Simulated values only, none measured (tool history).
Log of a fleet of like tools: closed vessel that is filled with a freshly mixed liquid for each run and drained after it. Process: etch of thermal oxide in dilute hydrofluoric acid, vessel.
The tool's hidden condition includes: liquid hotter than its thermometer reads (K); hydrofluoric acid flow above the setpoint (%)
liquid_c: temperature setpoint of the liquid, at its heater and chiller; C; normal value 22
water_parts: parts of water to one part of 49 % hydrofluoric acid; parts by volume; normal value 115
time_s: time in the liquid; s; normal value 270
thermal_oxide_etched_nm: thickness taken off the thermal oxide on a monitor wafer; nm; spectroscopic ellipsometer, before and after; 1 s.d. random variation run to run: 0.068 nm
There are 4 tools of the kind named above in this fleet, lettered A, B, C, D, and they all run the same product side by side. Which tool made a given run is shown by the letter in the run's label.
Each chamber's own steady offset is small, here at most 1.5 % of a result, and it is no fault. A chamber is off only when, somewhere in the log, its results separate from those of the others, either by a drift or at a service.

run,hour,liquid_c,water_parts,time_s,hours since the thermometer was replaced,hours since the hydrofluoric acid flow meter was replaced,"read-back film thickness of the thermal oxide reference wafer, read on the same gauge (nm)",thermal_oxide_etched_nm
1C,7.5,22,115,270,1072.3,1257.9,99.997,10.091
2A,14,22,115,270,2515,1362.5,100.01,9.9471
3B,23.2,22,115,270,220.3,364.4,99.991,10.128
4D,30.6,22,115,270,1070.5,562.1,99.991,10.293
5D,42.8,22,115,270,1082.7,574.3,100,10.295
6A,52.9,22,115,270,2553.9,1401.4,99.987,10.162
7C,62.4,27,70,270,1127.2,1312.8,99.99,21.541
8B,68.6,27,70,270,265.7,409.8,99.993,21.694
9B,79.9,27,70,270,277,421.1,99.995,21.455
10C,92.1,27,70,270,1156.9,1342.5,99.995,21.503
11A,101.2,22,115,270,2602.2,1449.7,99.979,10.091
12D,111.3,22,115,270,1151.2,642.8,100.01,10.26
13A,120.7,22,115,270,2621.7,1469.2,99.994,10.121
14B,128.9,22,115,270,326,470.1,99.98,10.14
15C,139,22,115,270,1203.8,1389.4,100.01,10.147
16D,145.7,22,115,270,1185.6,677.2,99.984,10.088
17C,157.3,22,115,270,1222.1,1407.7,99.968,10.005
18A,164,22,115,270,2665,1512.5,99.975,10.072
19B,172.7,19.5,115,145,369.8,513.9,99.987,4.9395
20D,182.8,19.5,115,145,1222.7,714.3,100.01,4.9608
21A,188.8,19.5,115,145,2689.8,1537.3,99.988,4.9863
22D,195.4,19.5,115,145,1235.3,726.9,99.995,4.9137
23C,206,22,115,270,1270.8,1456.4,99.989,9.948
24B,212.8,26,115,270,409.9,554,99.967,12.115
25B,224.2,26,115,270,421.3,565.4,100.01,12.246
26D,229.5,26,115,270,1269.4,761,99.996,11.924
27C,239.4,26,115,270,1304.2,1489.8,100.03,11.927
28A,247.4,22,60,405,2748.4,1595.9,99.993,30.811
29C,259.1,22,60,405,1323.9,1509.5,99.997,31.289
30D,267.7,22,60,405,1307.6,799.2,100.02,31.186
31A,277.9,22,60,405,2778.9,1626.4,99.991,31.212
32B,285.8,22,115,270,482.9,627,99.994,10.725
33A,291.1,22,115,270,2792.1,1639.6,99.982,10.105
# hour 294.3: chamber A: hydrofluoric acid flow meter replaced
34B,296.7,22,115,125,493.8,637.9,100.01,4.9928
35D,305.1,22,115,125,1345,836.6,99.995,4.7545
36C,315.9,22,115,125,1380.7,1566.3,100.02,4.662
37D,324.2,22,115,125,1364.1,855.7,99.996,4.7532
38C,332.9,22,115,270,1397.7,1583.3,99.991,10.14
39A,344.3,22,115,270,2845.3,50.1,100.01,10.08
40B,353.7,22,115,270,550.8,694.9,99.976,11.097
41B,364.7,22,115,270,561.8,705.9,100.02,11.085
42D,375.9,22,115,270,1415.8,907.4,100,10.238
43A,381.2,22,115,270,2882.2,87,99.997,10.058
44C,393.3,22,115,270,1458.1,1643.7,99.993,10.148

One chamber off, gauge drift, or nothing amiss beyond the chambers' own small offsets? If it is a chamber, which one, and what is the likeliest cause?

It is chamber B that slowly wanders off from its peers.
What lies behind it: hydrofluoric acid flow above the setpoint (%) = 9.11.
The log might look much the same if the cause were instead: liquid hotter than its thermometer reads (K).

Which of the 4 candidates below, each the usual settings with something changed and its results left as question marks, puts chamber B back in line with what the other chambers give on the usual settings?
In line here means within this much of the mean the other chambers give on the usual settings: thermal_oxide_etched_nm 0.24 nm
45B-1,402,22,120,255,,,,?
45B-2,402,22,115,315,,,,?
45B-3,402,18,115,270,,,,?
45B-4,402,22,105,270,,,,?

Other chambers, usual settings, mean: thermal_oxide_etched_nm 10.116 nm
run,thermal_oxide_etched_nm
45B-1,10.038
45B-2,13.013
45B-3,9.4456
45B-4,12.358
The answer is 45B-1, which returns the chamber to within the allowed miss of the others.

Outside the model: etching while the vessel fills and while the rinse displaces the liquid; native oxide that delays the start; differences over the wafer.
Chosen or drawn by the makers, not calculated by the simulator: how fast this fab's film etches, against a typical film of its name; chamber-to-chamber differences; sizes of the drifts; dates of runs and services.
